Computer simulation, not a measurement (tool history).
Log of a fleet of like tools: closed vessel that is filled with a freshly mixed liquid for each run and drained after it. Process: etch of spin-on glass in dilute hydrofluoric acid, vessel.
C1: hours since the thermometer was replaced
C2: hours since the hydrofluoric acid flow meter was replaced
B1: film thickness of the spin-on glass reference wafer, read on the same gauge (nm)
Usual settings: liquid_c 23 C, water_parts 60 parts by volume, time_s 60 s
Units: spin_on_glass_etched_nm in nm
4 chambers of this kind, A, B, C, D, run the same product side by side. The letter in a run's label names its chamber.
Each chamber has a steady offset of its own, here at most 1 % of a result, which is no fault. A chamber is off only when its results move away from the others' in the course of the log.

run 1B hour=11.8 | liquid_c=23 water_parts=60 time_s=60 | C1=229.9 C2=1775.1 | B1=90.012 | spin_on_glass_etched_nm=35.119
run 2C hour=22.1 | liquid_c=23 water_parts=60 time_s=60 | C1=48.7 C2=309.4 | B1=90.019 | spin_on_glass_etched_nm=34.997
run 3D hour=32.5 | liquid_c=23 water_parts=60 time_s=60 | C1=104.2 C2=2086.4 | B1=90.01 | spin_on_glass_etched_nm=34.541
run 4A hour=44.1 | liquid_c=23 water_parts=60 time_s=60 | C1=207.9 C2=785.5 | B1=89.992 | spin_on_glass_etched_nm=34.986
run 5B hour=51.8 | liquid_c=23 water_parts=60 time_s=60 | C1=269.9 C2=1815.1 | B1=89.995 | spin_on_glass_etched_nm=35.054
run 6C hour=66.4 | liquid_c=23 water_parts=60 time_s=75 | C1=93 C2=353.7 | B1=90.024 | spin_on_glass_etched_nm=45.142
run 7A hour=73.3 | liquid_c=23 water_parts=60 time_s=75 | C1=237.1 C2=814.7 | B1=89.992 | spin_on_glass_etched_nm=44.548
run 8D hour=80.9 | liquid_c=23 water_parts=60 time_s=75 | C1=152.6 C2=2134.8 | B1=89.977 | spin_on_glass_etched_nm=43.562
run 9C hour=95.5 | liquid_c=23 water_parts=60 time_s=75 | C1=122.1 C2=382.8 | B1=90.003 | spin_on_glass_etched_nm=45.087
run 10D hour=109.5 | liquid_c=23 water_parts=60 time_s=60 | C1=181.2 C2=2163.4 | B1=90.002 | spin_on_glass_etched_nm=34.192
run 11A hour=123.2 | liquid_c=23 water_parts=60 time_s=60 | C1=287 C2=864.6 | B1=90.005 | spin_on_glass_etched_nm=34.562
run 12B hour=130.2 | liquid_c=23 water_parts=60 time_s=60 | C1=348.3 C2=1893.5 | B1=89.997 | spin_on_glass_etched_nm=35.264
run 13B hour=144.2 | liquid_c=23 water_parts=60 time_s=60 | C1=362.3 C2=1907.5 | B1=89.985 | spin_on_glass_etched_nm=34.842
run 14A hour=152 | liquid_c=23 water_parts=60 time_s=60 | C1=315.8 C2=893.4 | B1=89.985 | spin_on_glass_etched_nm=35.133
run 15C hour=158.4 | liquid_c=23 water_parts=60 time_s=60 | C1=185 C2=445.7 | B1=89.994 | spin_on_glass_etched_nm=35.608
run 16D hour=165.1 | liquid_c=23 water_parts=60 time_s=60 | C1=236.8 C2=2219 | B1=89.992 | spin_on_glass_etched_nm=35.382
run 17B hour=172.2 | liquid_c=23 water_parts=60 time_s=60 | C1=390.3 C2=1935.5 | B1=89.983 | spin_on_glass_etched_nm=34.782
run 18D hour=184.6 | liquid_c=23 water_parts=60 time_s=60 | C1=256.3 C2=2238.5 | B1=90 | spin_on_glass_etched_nm=35.16
run 19C hour=197.5 | liquid_c=23 water_parts=60 time_s=60 | C1=224.1 C2=484.8 | B1=89.993 | spin_on_glass_etched_nm=35.765
run 20A hour=207.9 | liquid_c=23 water_parts=60 time_s=60 | C1=371.7 C2=949.3 | B1=89.982 | spin_on_glass_etched_nm=34.306
run 21C hour=221.1 | liquid_c=23 water_parts=60 time_s=60 | C1=247.7 C2=508.4 | B1=89.987 | spin_on_glass_etched_nm=35.849
run 22A hour=233.2 | liquid_c=23 water_parts=60 time_s=60 | C1=397 C2=974.6 | B1=90.002 | spin_on_glass_etched_nm=34.151
run 23D hour=247.2 | liquid_c=23 water_parts=60 time_s=75 | C1=318.9 C2=2301.1 | B1=89.976 | spin_on_glass_etched_nm=43.612
run 24B hour=261.7 | liquid_c=23 water_parts=60 time_s=75 | C1=479.8 C2=2025 | B1=89.993 | spin_on_glass_etched_nm=43.498
run 25C hour=274.2 | liquid_c=23 water_parts=60 time_s=75 | C1=300.8 C2=561.5 | B1=89.995 | spin_on_glass_etched_nm=44.944
run 26A hour=282.1 | liquid_c=23 water_parts=60 time_s=75 | C1=445.9 C2=1023.5 | B1=89.997 | spin_on_glass_etched_nm=41.874
run 27D hour=295.5 | liquid_c=23 water_parts=60 time_s=60 | C1=367.2 C2=2349.4 | B1=89.984 | spin_on_glass_etched_nm=35.034
run 28B hour=302.1 | liquid_c=23 water_parts=60 time_s=60 | C1=520.2 C2=2065.4 | B1=89.997 | spin_on_glass_etched_nm=35.179
run 29A hour=316.3 | liquid_c=23 water_parts=60 time_s=60 | C1=480.1 C2=1057.7 | B1=90.012 | spin_on_glass_etched_nm=33.838
run 30B hour=328.5 | liquid_c=23 water_parts=60 time_s=60 | C1=546.6 C2=2091.8 | B1=89.972 | spin_on_glass_etched_nm=34.683
run 31C hour=339.5 | liquid_c=23 water_parts=60 time_s=60 | C1=366.1 C2=626.8 | B1=89.991 | spin_on_glass_etched_nm=35.762
run 32D hour=352.5 | liquid_c=27.5 water_parts=60 time_s=60 | C1=424.2 C2=2406.4 | B1=90.001 | spin_on_glass_etched_nm=42.075
run 33D hour=365.7 | liquid_c=27.5 water_parts=60 time_s=60 | C1=437.4 C2=2419.6 | B1=89.997 | spin_on_glass_etched_nm=42.059
run 34A hour=372.3 | liquid_c=27.5 water_parts=60 time_s=60 | C1=536.1 C2=1113.7 | B1=89.977 | spin_on_glass_etched_nm=39.639
run 35B hour=379.3 | liquid_c=27.5 water_parts=60 time_s=60 | C1=597.4 C2=2142.6 | B1=89.997 | spin_on_glass_etched_nm=42.803
run 36C hour=387.6 | liquid_c=23 water_parts=60 time_s=60 | C1=414.2 C2=674.9 | B1=89.988 | spin_on_glass_etched_nm=35.56
-- hour=399 chamber A: hydrofluoric acid flow meter replaced
run 37D hour=401.3 | liquid_c=23 water_parts=60 time_s=60 | C1=473 C2=2455.2 | B1=90 | spin_on_glass_etched_nm=34.367
run 38C hour=416.2 | liquid_c=23 water_parts=60 time_s=60 | C1=442.8 C2=703.5 | B1=89.988 | spin_on_glass_etched_nm=35.074
run 39A hour=424.2 | liquid_c=23 water_parts=60 time_s=60 | C1=588 C2=25.3 | B1=90.01 | spin_on_glass_etched_nm=32.538

Next, every chamber runs the same settings. What will each give?
run 40A hour=434.9 | liquid_c=23 water_parts=60 time_s=60 | spin_on_glass_etched_nm=?
run 40B hour=434.9 | liquid_c=23 water_parts=60 time_s=60 | spin_on_glass_etched_nm=?
run 40C hour=434.9 | liquid_c=23 water_parts=60 time_s=60 | spin_on_glass_etched_nm=?
run 40D hour=434.9 | liquid_c=23 water_parts=60 time_s=60 | spin_on_glass_etched_nm=?

run=40A spin_on_glass_etched_nm=32.027
run=40B spin_on_glass_etched_nm=34.885
run=40C spin_on_glass_etched_nm=35.542
run=40D spin_on_glass_etched_nm=35.624
